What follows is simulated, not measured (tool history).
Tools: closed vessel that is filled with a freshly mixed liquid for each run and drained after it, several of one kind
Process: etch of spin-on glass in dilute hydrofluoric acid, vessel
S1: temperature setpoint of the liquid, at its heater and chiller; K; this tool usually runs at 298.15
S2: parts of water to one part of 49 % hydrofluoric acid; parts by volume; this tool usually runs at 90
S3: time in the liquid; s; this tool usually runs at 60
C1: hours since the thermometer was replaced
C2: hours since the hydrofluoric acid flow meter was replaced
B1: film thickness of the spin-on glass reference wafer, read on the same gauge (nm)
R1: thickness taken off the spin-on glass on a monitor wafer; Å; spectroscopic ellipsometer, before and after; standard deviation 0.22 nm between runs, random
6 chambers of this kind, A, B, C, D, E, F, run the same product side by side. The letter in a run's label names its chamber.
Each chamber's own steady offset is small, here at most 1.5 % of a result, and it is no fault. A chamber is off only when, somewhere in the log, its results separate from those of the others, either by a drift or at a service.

run,day,S1,S2,S3,C1,C2,B1,R1
1D,0.408,298.15,90,60,846.6,303,90.001,362.85
2F,0.704,298.15,90,60,860.4,969.4,89.988,368.5
3C,1.096,298.15,90,60,660.7,1973.5,90.012,363.69
4B,1.325,298.15,90,60,240.8,207.2,89.986,376
5E,1.775,298.15,90,60,2298.9,1143.3,90.01,367.27
6A,2.033,298.15,90,60,356.7,365,90.009,367.76
7B,2.496,298.15,90,60,268.9,235.3,90,372.96
8F,2.696,298.15,90,60,908.2,1017.2,89.992,364.61
9A,3.012,298.15,90,60,380.2,388.5,89.988,368.53
10D,3.288,301.15,90,60,915.7,372.1,90.011,409.66
11C,3.729,301.15,90,60,723.9,2036.7,90.006,412.32
12E,3.992,301.15,90,60,2352.1,1196.5,90.01,410.77
13D,4.279,301.15,90,60,939.5,395.9,89.989,410.99
14A,4.621,301.15,90,60,418.8,427.1,90.004,411.78
15E,4.846,301.15,90,60,2372.6,1217,90,413.54
16B,5.296,298.15,90,60,336.1,302.5,90.01,371.78
# day 5.479: chamber E: thermometer replaced
17C,5.704,298.15,90,60,771.3,2084.1,89.987,370.84
18F,6.092,298.15,90,60,989.7,1098.7,89.998,366.36
19E,6.4,298.15,90,60,22.1,1254.3,90.026,366.14
20A,6.629,298.15,90,60,467,475.3,89.995,364.86
21F,6.875,298.15,90,60,1008.5,1117.5,89.971,366.67
22C,7.088,298.15,90,60,804.5,2117.3,90.015,363.65
23D,7.508,298.15,90,60,1017,473.4,89.998,365.48
24B,7.962,298.15,90,60,400.1,366.5,90.007,372.78
25F,8.2,298.15,90,60,1040.3,1149.3,90.013,368.89
26E,8.508,298.15,90,60,72.7,1304.9,90.013,369.16
27D,8.892,298.15,90,60,1050.2,506.6,90.021,367.56
28C,9.138,303.15,90,60,853.7,2166.5,89.992,445.98
29A,9.6,303.15,90,60,538.3,546.6,90.006,445.74
30B,9.946,303.15,90,60,447.7,414.1,89.98,450.47
31A,10.183,303.15,90,60,552.3,560.6,90.003,447.72
32D,10.496,303.15,90,60,1088.7,545.1,89.973,448.47
# day 10.6: chamber F: hydrofluoric acid flow meter replaced
33E,10.946,303.15,90,60,131.2,1363.4,89.992,447.97
34F,11.208,298.15,90,60,1112.5,14.6,90.017,365.98
# day 11.396: chamber B: hydrofluoric acid flow meter replaced
# day 11.496: chamber A: hydrofluoric acid flow meter replaced
35C,11.542,298.15,90,60,911.4,2224.2,90,364.25
# day 11.854: chamber C: hydrofluoric acid flow meter replaced
36B,11.862,298.15,90,60,493.7,11.2,90.008,375.39
37A,12.242,298.15,90,60,601.7,17.9,89.996,370.45
38D,12.5,298.15,90,60,1136.8,593.2,89.991,366.42
39B,12.875,298.15,105,30,518,35.5,89.997,156.76
40F,13.204,298.15,105,30,1160.4,62.5,90.016,153.97
41C,13.454,298.15,105,30,957.3,38.5,89.989,153.62

The same settings go to every chamber for the next run, one line per chamber below. Forecast the results for each:
42A,13.788,300.65,90,60,,,,?
42B,13.788,300.65,90,60,,,,?
42C,13.788,300.65,90,60,,,,?
42D,13.788,300.65,90,60,,,,?
42E,13.788,300.65,90,60,,,,?
42F,13.788,300.65,90,60,,,,?

run,R1
42A,399.33
42B,411.09
42C,402.76
42D,406.16
42E,411.04
42F,404.36
